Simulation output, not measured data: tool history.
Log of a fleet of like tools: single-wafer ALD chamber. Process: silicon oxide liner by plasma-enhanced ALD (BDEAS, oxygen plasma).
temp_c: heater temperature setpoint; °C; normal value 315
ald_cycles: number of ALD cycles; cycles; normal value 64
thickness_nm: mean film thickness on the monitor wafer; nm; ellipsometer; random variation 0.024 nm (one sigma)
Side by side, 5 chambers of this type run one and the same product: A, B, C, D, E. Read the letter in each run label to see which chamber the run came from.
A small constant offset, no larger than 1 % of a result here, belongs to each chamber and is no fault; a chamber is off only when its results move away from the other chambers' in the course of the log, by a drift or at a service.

run	day	temp_c	ald_cycles	read-back reference wafer on the same gauge, thickness_nm	thickness_nm
1C	0.283	315	64	5.5929	5.8471
2E	0.467	315	64	5.5997	5.769
3A	0.654	315	64	5.5949	5.8422
4B	0.883	315	64	5.5999	5.8044
5D	1.221	315	64	5.6024	5.8167
6B	1.462	315	64	5.5952	5.8308
7D	1.662	315	64	5.5974	5.8662
8C	1.883	315	64	5.601	5.8701
9E	2.204	323	64	5.5994	5.7564
10A	2.508	323	64	5.6058	5.802
11E	2.796	323	64	5.6004	5.7455
12B	3.083	323	64	5.6019	5.8116
13C	3.338	323	64	5.6007	5.8007
14A	3.504	315	64	5.5947	5.8304
15D	3.833	315	64	5.5991	5.8095
16A	4.121	315	64	5.5984	5.8491
17C	4.317	315	64	5.6035	5.8545
18E	4.483	315	64	5.5985	5.79
19B	4.688	315	57	5.6018	5.241
20D	4.983	315	57	5.5959	5.1586
21A	5.342	315	57	5.5948	5.1845
22D	5.679	315	57	5.5959	5.2028
23B	5.95	315	57	5.6009	5.2161
24C	6.296	315	64	5.6003	5.8636
25E	6.483	315	64	5.6004	5.7783
26E	6.758	315	64	5.596	5.7727
27D	6.979	325	64	5.605	5.7528
28B	7.271	325	64	5.6011	5.7615
29A	7.567	325	64	5.6005	5.754
30C	7.725	325	64	5.5963	5.7649
31C	8.042	325	64	5.5983	5.806
32A	8.4	315	64	5.5958	5.7998
33E	8.679	315	64	5.5986	5.7814
34D	8.833	315	64	5.6018	5.8208
35B	9.021	315	64	5.5985	5.8486
36C	9.2	315	64	5.6028	5.8548
37E	9.546	315	64	5.6042	5.7859
38A	9.846	315	64	5.5994	5.8276
39D	10.2	315	64	5.6044	5.8663
40B	10.379	324	57	5.6045	5.1624
41C	10.579	324	57	5.6047	5.1664
42A	10.896	324	57	5.608	5.1408

The same settings go to every chamber for the next run, one line per chamber below. Forecast the results for each:
43A	11.154	315	64		?
43B	11.154	315	64		?
43C	11.154	315	64		?
43D	11.154	315	64		?
43E	11.154	315	64		?

run	thickness_nm
43A	5.8231
43B	5.824
43C	5.8455
43D	5.7862
43E	5.8147

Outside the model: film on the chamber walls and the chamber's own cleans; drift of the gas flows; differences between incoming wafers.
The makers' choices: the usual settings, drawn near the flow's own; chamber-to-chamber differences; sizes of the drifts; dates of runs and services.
